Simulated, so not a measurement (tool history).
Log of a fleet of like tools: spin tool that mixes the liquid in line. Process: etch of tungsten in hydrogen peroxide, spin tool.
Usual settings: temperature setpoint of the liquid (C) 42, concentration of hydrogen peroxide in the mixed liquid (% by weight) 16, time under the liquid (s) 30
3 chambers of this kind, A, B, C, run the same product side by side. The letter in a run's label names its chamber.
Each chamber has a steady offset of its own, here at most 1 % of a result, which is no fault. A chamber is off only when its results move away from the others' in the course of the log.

run,hour,temperature setpoint of the liquid (C),concentration of hydrogen peroxide in the mixed liquid (% by weight),time under the liquid (s),hours since the thermometer was replaced,hours since the peroxide flow meter was replaced,hours since the heated supply line was repaired,hours since the drum of peroxide was connected,"read-back film thickness of the tungsten reference wafer, read on the same gauge (nm)",thickness taken off the tungsten on a monitor wafer (nm)
1C,7.9,42,16,30,566.6,1156.5,3134.2,382.2,100,22.358
2A,13,42,16,30,999,613.5,414.4,375.3,100.02,22.668
3B,20.4,42,16,30,416.5,1453.4,849,647.4,99.966,22.5
4B,27.7,42,16,30,423.8,1460.7,856.3,654.7,99.985,22.711
5A,34.2,42,16,30,1020.2,634.7,435.6,396.5,99.998,21.856
# hour 36.5: chamber B: heated supply line repaired
6C,43.4,42,16,30,602.1,1192,3169.7,417.7,99.986,22.47
7C,48.9,42,16,30,607.6,1197.5,3175.2,423.2,99.986,22.481
8A,56.6,42,16,30,1042.6,657.1,458,418.9,99.996,22.242
9B,62.5,42,16,30,458.6,1495.5,26.1,689.5,100.01,22.322
10A,66.7,33,19,30,1052.7,667.2,468.1,429,99.977,13.331
# hour 69.6: chamber A: thermometer replaced
11C,71.1,33,19,30,629.8,1219.7,3197.4,445.4,99.985,13.142
12B,77.6,33,19,30,473.7,1510.6,41.2,704.6,100.01,13.469
13C,82.6,42,16,30,641.3,1231.2,3208.9,456.9,99.973,22.288
14A,87.4,42,16,30,17.8,687.9,488.8,449.7,99.995,21.986
15B,92.4,42,16,30,488.5,1525.4,56,719.4,100.03,22.394
16B,98.2,42,16,30,494.3,1531.2,61.8,725.2,100,22.091
17C,104,42,16,30,662.7,1252.6,3230.3,478.3,100.01,22.414
18A,108.7,42,16,30,39.1,709.2,510.1,471,99.985,22.139
19C,116.2,42,16,30,674.9,1264.8,3242.5,490.5,99.982,22.15
20A,121.4,42,16,30,51.8,721.9,522.8,483.7,99.993,21.368
21B,126.7,42,16,30,522.8,1559.7,90.3,753.7,99.995,22.108
22C,131.7,42,16,30,690.4,1280.3,3258,506,99.983,22.382
23B,135.8,42,16,30,531.9,1568.8,99.4,762.8,99.994,22.242
24A,144.6,42,16,30,75,745.1,546,506.9,100.01,21.806
25A,150.2,42,16,30,80.6,750.7,551.6,512.5,100,21.288
26B,156.9,42,16,30,553,1589.9,120.5,783.9,100.01,22.208
# hour 158.7: chamber A: peroxide flow meter replaced
27C,162.1,42,18.5,30,720.8,1310.7,3288.4,536.4,100.01,23.724
28C,167,42,18.5,30,725.7,1315.6,3293.3,541.3,99.973,23.701
29B,171.9,42,18.5,30,568,1604.9,135.5,798.9,100,24.075
30A,179.2,42,16,30,109.6,20.6,580.6,541.5,100.03,20.965
31B,183.3,42,16,30,579.4,1616.3,146.9,810.3,100.01,22.69
32C,188.8,42,16,30,747.5,1337.4,3315.1,563.1,99.978,22.001
33A,193.8,42,16,30,124.2,35.2,595.2,556.1,100.03,20.582
34B,201,42,16,30,597.1,1634,164.6,828,100,22.464
35A,206.7,42,16,30,137.1,48.1,608.1,569,99.99,20.443
36C,211.9,42,16,30,770.6,1360.5,3338.2,586.2,99.991,22.041

What goes on in this fleet: one chamber off, a drifting gauge, or nothing beyond the chambers' own small offsets? Name the chamber and the cause, if any.

Chamber A drifts away from the others.
Cause: temperature lost on the way to the wafer (K) = 1.46.

Here are 4 candidates for chamber A's next run, each the usual settings with a change, their results left as question marks. Which one brings its results back in line with what the others give on the usual settings?
In line means no further than this from the other chambers' mean on the usual settings: thickness taken off the tungsten on a monitor wafer (nm) 0.76
37A-1,218.5,44.5,16.5,30,,,,,,?
37A-2,218.5,42,13.5,30,,,,,,?
37A-3,218.5,43.5,16,30,,,,,,?
37A-4,218.5,42,16,25,,,,,,?

The other chambers' mean on the usual settings: thickness taken off the tungsten on a monitor wafer (nm) 22.286
run,thickness taken off the tungsten on a monitor wafer (nm)
37A-1,24.19
37A-2,18.671
37A-3,22.348
37A-4,16.915
37A-3 brings the chamber back in line.

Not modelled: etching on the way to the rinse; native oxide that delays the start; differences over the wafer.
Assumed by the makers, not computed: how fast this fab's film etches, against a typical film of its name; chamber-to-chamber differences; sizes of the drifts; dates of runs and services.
